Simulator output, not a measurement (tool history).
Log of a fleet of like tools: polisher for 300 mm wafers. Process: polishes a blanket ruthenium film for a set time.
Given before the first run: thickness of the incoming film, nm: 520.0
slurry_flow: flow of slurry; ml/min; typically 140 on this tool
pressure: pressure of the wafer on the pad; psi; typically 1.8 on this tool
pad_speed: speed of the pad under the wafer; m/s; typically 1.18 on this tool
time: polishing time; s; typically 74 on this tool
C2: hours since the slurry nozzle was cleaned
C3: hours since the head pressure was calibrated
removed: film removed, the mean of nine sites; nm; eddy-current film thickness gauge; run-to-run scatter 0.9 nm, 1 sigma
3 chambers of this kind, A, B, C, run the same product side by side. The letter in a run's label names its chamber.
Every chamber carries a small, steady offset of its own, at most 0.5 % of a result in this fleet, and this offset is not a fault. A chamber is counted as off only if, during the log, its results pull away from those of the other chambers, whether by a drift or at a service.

run 1B hour=9.1 | slurry_flow=140 pressure=1.8 pad_speed=1.18 time=74 | wafers_polished_on_this_pad=971 C2=380.1 C3=76.0 | removed=74.847
run 2A hour=20.7 | slurry_flow=140 pressure=1.8 pad_speed=1.18 time=74 | wafers_polished_on_this_pad=936 C2=375.5 C3=1363.6 | removed=76.479
-- hour=27.4 chamber C: slurry nozzle cleaned
run 3C hour=33.3 | slurry_flow=140 pressure=1.8 pad_speed=1.18 time=74 | wafers_polished_on_this_pad=723 C2=5.9 C3=766.8 | removed=75.542
run 4A hour=47.0 | slurry_flow=140 pressure=1.8 pad_speed=1.18 time=74 | wafers_polished_on_this_pad=1208 C2=401.8 C3=1389.9 | removed=76.367
run 5C hour=62.0 | slurry_flow=140 pressure=1.8 pad_speed=1.18 time=74 | wafers_polished_on_this_pad=1019 C2=34.6 C3=795.5 | removed=74.022
-- hour=62.9 chamber C: worn pad replaced by a new one
-- hour=64.4 chamber A: worn pad replaced by a new one
-- hour=66.4 chamber B: worn pad replaced by a new one
run 6B hour=70.4 | slurry_flow=140 pressure=1.8 pad_speed=1.18 time=74 | wafers_polished_on_this_pad=41 C2=441.4 C3=137.3 | removed=74.861
run 7A hour=81.3 | slurry_flow=140 pressure=1.8 pad_speed=1.18 time=74 | wafers_polished_on_this_pad=175 C2=436.1 C3=1424.2 | removed=74.474
run 8B hour=91.9 | slurry_flow=140 pressure=1.8 pad_speed=1.18 time=74 | wafers_polished_on_this_pad=263 C2=462.9 C3=158.8 | removed=74.962
run 9C hour=98.5 | slurry_flow=140 pressure=1.8 pad_speed=1.18 time=74 | wafers_polished_on_this_pad=368 C2=71.1 C3=832.0 | removed=76.221
run 10C hour=107.7 | slurry_flow=140 pressure=1.8 pad_speed=1.18 time=74 | wafers_polished_on_this_pad=463 C2=80.3 C3=841.2 | removed=76.248
-- hour=115.0 chamber A: head pressure recalibrated
run 11B hour=118.3 | slurry_flow=140 pressure=1.8 pad_speed=1.18 time=74 | wafers_polished_on_this_pad=536 C2=489.3 C3=185.2 | removed=76.376
run 12A hour=129.9 | slurry_flow=140 pressure=1.8 pad_speed=1.18 time=74 | wafers_polished_on_this_pad=676 C2=484.7 C3=15.0 | removed=70.014
run 13C hour=140.8 | slurry_flow=140 pressure=1.5 pad_speed=1.18 time=61 | wafers_polished_on_this_pad=804 C2=113.4 C3=874.3 | removed=52.303
-- hour=147.2 chamber C: worn pad replaced by a new one
run 14A hour=150.7 | slurry_flow=140 pressure=1.5 pad_speed=1.18 time=61 | wafers_polished_on_this_pad=891 C2=505.5 C3=35.8 | removed=47.835
run 15B hour=162.7 | slurry_flow=140 pressure=1.5 pad_speed=1.18 time=61 | wafers_polished_on_this_pad=994 C2=533.7 C3=229.6 | removed=51.269
run 16C hour=169.4 | slurry_flow=140 pressure=2.0 pad_speed=0.96 time=74 | wafers_polished_on_this_pad=229 C2=142.0 C3=902.9 | removed=68.863
run 17A hour=176.6 | slurry_flow=140 pressure=2.0 pad_speed=0.96 time=74 | wafers_polished_on_this_pad=1158 C2=531.4 C3=61.7 | removed=62.698
run 18B hour=189.2 | slurry_flow=140 pressure=2.0 pad_speed=0.96 time=74 | wafers_polished_on_this_pad=1267 C2=560.2 C3=256.1 | removed=69.882
-- hour=199.6 chamber A: slurry nozzle cleaned
-- hour=201.2 chamber B: worn pad replaced by a new one
run 19A hour=202.9 | slurry_flow=140 pressure=1.8 pad_speed=1.18 time=74 | wafers_polished_on_this_pad=1429 C2=3.3 C3=88.0 | removed=70.334
-- hour=208.5 chamber A: worn pad replaced by a new one
run 20B hour=214.2 | slurry_flow=140 pressure=1.8 pad_speed=1.18 time=74 | wafers_polished_on_this_pad=134 C2=585.2 C3=281.1 | removed=75.824
run 21C hour=229.1 | slurry_flow=175 pressure=1.8 pad_speed=1.18 time=98 | wafers_polished_on_this_pad=845 C2=201.7 C3=962.6 | removed=103.650
-- hour=230.5 chamber C: worn pad replaced by a new one
run 22A hour=239.6 | slurry_flow=175 pressure=1.8 pad_speed=1.18 time=98 | wafers_polished_on_this_pad=321 C2=40.0 C3=124.7 | removed=95.247
run 23B hour=252.7 | slurry_flow=175 pressure=1.8 pad_speed=1.18 time=98 | wafers_polished_on_this_pad=532 C2=623.7 C3=319.6 | removed=102.010
-- hour=255.9 chamber C: head pressure recalibrated
run 24C hour=266.0 | slurry_flow=140 pressure=1.8 pad_speed=1.18 time=74 | wafers_polished_on_this_pad=367 C2=238.6 C3=10.2 | removed=77.979
run 25A hour=278.6 | slurry_flow=140 pressure=1.8 pad_speed=1.18 time=74 | wafers_polished_on_this_pad=723 C2=79.0 C3=163.7 | removed=70.464

Read the log: is a single chamber off, either drifting away or since a service, is the gauge that measures every chamber drifting, or is nothing wrong beyond small per-chamber offsets? Name any odd chamber and what most likely caused it.

A service left chamber A off against the others.
What lies behind it: head's pressure below its setpoint, % = 8.16.

Below are 4 candidate recipes for chamber A's next run, each the usual settings with a change, their results shown as question marks. Which of them brings A's results back in line with what the other chambers give on the usual settings?
In line means no further than this from the other chambers' mean on the usual settings: removed 3.100 nm
run 26A-1 hour=289.5 | slurry_flow=140 pressure=1.9 pad_speed=1.18 time=81 | removed=?
run 26A-2 hour=289.5 | slurry_flow=140 pressure=1.8 pad_speed=1.08 time=74 | removed=?
run 26A-3 hour=289.5 | slurry_flow=140 pressure=1.9 pad_speed=1.22 time=74 | removed=?
run 26A-4 hour=289.5 | slurry_flow=140 pressure=1.7 pad_speed=1.12 time=70 | removed=?

On the usual settings, the other chambers give on average: removed 75.904 nm
run=26A-1 removed=80.610
run=26A-2 removed=63.950
run=26A-3 removed=76.103
run=26A-4 removed=59.221
The answer is 26A-3, which returns the chamber to within the allowed miss of the others.

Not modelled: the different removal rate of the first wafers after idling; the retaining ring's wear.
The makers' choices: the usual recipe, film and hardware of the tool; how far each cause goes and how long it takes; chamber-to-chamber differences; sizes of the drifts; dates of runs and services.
